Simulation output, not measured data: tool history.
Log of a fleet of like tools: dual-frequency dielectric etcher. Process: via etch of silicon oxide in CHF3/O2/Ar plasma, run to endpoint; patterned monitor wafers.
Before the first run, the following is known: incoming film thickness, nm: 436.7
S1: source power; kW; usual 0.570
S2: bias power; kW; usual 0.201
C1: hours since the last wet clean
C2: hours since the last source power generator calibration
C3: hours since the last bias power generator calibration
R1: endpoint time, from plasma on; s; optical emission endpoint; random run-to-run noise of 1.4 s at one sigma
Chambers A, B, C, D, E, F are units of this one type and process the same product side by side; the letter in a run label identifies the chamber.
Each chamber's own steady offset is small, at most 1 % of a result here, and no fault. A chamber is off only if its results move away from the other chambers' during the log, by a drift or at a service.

-- hour=7.4 chamber D: wet clean of the chamber
run 1A hour=14.1 | S1=0.570 S2=0.201 | C1=272.5 C2=513.8 C3=293.1 | R1=219.88
run 2C hour=29.3 | S1=0.570 S2=0.201 | C1=103.2 C2=2116.1 C3=230.6 | R1=216.94
-- hour=36.7 chamber E: wet clean of the chamber
run 3B hour=38.7 | S1=0.570 S2=0.201 | C1=437.6 C2=280.4 C3=3267.5 | R1=217.61
-- hour=39.5 chamber B: wet clean of the chamber
run 4D hour=52.1 | S1=0.570 S2=0.201 | C1=44.7 C2=3234.8 C3=2518.8 | R1=215.18
run 5E hour=60.4 | S1=0.620 S2=0.201 | C1=23.8 C2=2299.7 C3=2056.0 | R1=210.53
run 6F hour=69.4 | S1=0.620 S2=0.201 | C1=241.1 C2=3179.5 C3=1502.5 | R1=213.16
run 7C hour=76.0 | S1=0.620 S2=0.201 | C1=149.9 C2=2162.8 C3=277.3 | R1=211.49
run 8E hour=83.3 | S1=0.620 S2=0.201 | C1=46.7 C2=2322.6 C3=2078.9 | R1=211.34
run 9D hour=98.4 | S1=0.620 S2=0.201 | C1=91.0 C2=3281.1 C3=2565.1 | R1=208.94
run 10B hour=107.4 | S1=0.620 S2=0.201 | C1=67.9 C2=349.1 C3=3336.2 | R1=210.80
run 11F hour=119.7 | S1=0.570 S2=0.201 | C1=291.4 C2=3229.8 C3=1552.8 | R1=218.07
run 12A hour=134.0 | S1=0.570 S2=0.201 | C1=392.4 C2=633.7 C3=413.0 | R1=223.24
run 13D hour=146.1 | S1=0.490 S2=0.154 | C1=138.7 C2=3328.8 C3=2612.8 | R1=249.23
run 14E hour=160.0 | S1=0.490 S2=0.154 | C1=123.4 C2=2399.3 C3=2155.6 | R1=252.33
run 15A hour=169.9 | S1=0.490 S2=0.154 | C1=428.3 C2=669.6 C3=448.9 | R1=254.25
run 16C hour=178.5 | S1=0.490 S2=0.154 | C1=252.4 C2=2265.3 C3=379.8 | R1=250.94
run 17B hour=189.2 | S1=0.490 S2=0.154 | C1=149.7 C2=430.9 C3=3418.0 | R1=252.56
run 18F hour=197.6 | S1=0.490 S2=0.154 | C1=369.3 C2=3307.7 C3=1630.7 | R1=252.66
run 19E hour=205.6 | S1=0.570 S2=0.201 | C1=169.0 C2=2444.9 C3=2201.2 | R1=219.47
-- hour=207.9 chamber A: wet clean of the chamber
run 20F hour=213.7 | S1=0.570 S2=0.201 | C1=385.4 C2=3323.8 C3=1646.8 | R1=216.39
-- hour=214.8 chamber B: bias power generator calibrated
run 21D hour=221.6 | S1=0.570 S2=0.201 | C1=214.2 C2=3404.3 C3=2688.3 | R1=217.15
run 22B hour=232.3 | S1=0.570 S2=0.201 | C1=192.8 C2=474.0 C3=17.5 | R1=216.35
run 23C hour=239.9 | S1=0.570 S2=0.201 | C1=313.8 C2=2326.7 C3=441.2 | R1=220.54
run 24A hour=248.3 | S1=0.570 S2=0.201 | C1=40.5 C2=748.0 C3=527.3 | R1=216.47
run 25E hour=259.7 | S1=0.570 S2=0.201 | C1=223.1 C2=2499.0 C3=2255.3 | R1=219.58
run 26B hour=268.7 | S1=0.570 S2=0.157 | C1=229.2 C2=510.4 C3=53.9 | R1=238.00
run 27C hour=279.3 | S1=0.570 S2=0.157 | C1=353.2 C2=2366.1 C3=480.6 | R1=239.20
run 28D hour=292.4 | S1=0.570 S2=0.157 | C1=285.0 C2=3475.1 C3=2759.1 | R1=235.72
run 29F hour=306.9 | S1=0.570 S2=0.157 | C1=478.6 C2=3417.0 C3=1740.0 | R1=233.33
run 30A hour=315.5 | S1=0.570 S2=0.157 | C1=107.7 C2=815.2 C3=594.5 | R1=238.83
run 31C hour=330.5 | S1=0.570 S2=0.157 | C1=404.4 C2=2417.3 C3=531.8 | R1=239.26
-- hour=339.7 chamber C: wet clean of the chamber
run 32B hour=342.0 | S1=0.570 S2=0.201 | C1=302.5 C2=583.7 C3=127.2 | R1=217.78
run 33E hour=357.2 | S1=0.570 S2=0.201 | C1=320.6 C2=2596.5 C3=2352.8 | R1=219.00
run 34F hour=372.5 | S1=0.570 S2=0.201 | C1=544.2 C2=3482.6 C3=1805.6 | R1=212.41
run 35D hour=379.9 | S1=0.570 S2=0.201 | C1=372.5 C2=3562.6 C3=2846.6 | R1=217.09
run 36A hour=394.1 | S1=0.570 S2=0.201 | C1=186.3 C2=893.8 C3=673.1 | R1=218.64
run 37F hour=403.6 | S1=0.570 S2=0.201 | C1=575.3 C2=3513.7 C3=1836.7 | R1=213.59
run 38C hour=414.6 | S1=0.630 S2=0.177 | C1=75.0 C2=2501.4 C3=615.9 | R1=219.24
run 39D hour=429.7 | S1=0.630 S2=0.177 | C1=422.3 C2=3612.4 C3=2896.4 | R1=217.47

The same settings go to every chamber for the next run, one line per chamber below. Forecast the results for each:
run 40A hour=440.7 | S1=0.570 S2=0.242 | R1=?
run 40B hour=440.7 | S1=0.570 S2=0.242 | R1=?
run 40C hour=440.7 | S1=0.570 S2=0.242 | R1=?
run 40D hour=440.7 | S1=0.570 S2=0.242 | R1=?
run 40E hour=440.7 | S1=0.570 S2=0.242 | R1=?
run 40F hour=440.7 | S1=0.570 S2=0.242 | R1=?

run=40A R1=205.57
run=40B R1=204.45
run=40C R1=206.38
run=40D R1=203.42
run=40E R1=205.21
run=40F R1=197.10

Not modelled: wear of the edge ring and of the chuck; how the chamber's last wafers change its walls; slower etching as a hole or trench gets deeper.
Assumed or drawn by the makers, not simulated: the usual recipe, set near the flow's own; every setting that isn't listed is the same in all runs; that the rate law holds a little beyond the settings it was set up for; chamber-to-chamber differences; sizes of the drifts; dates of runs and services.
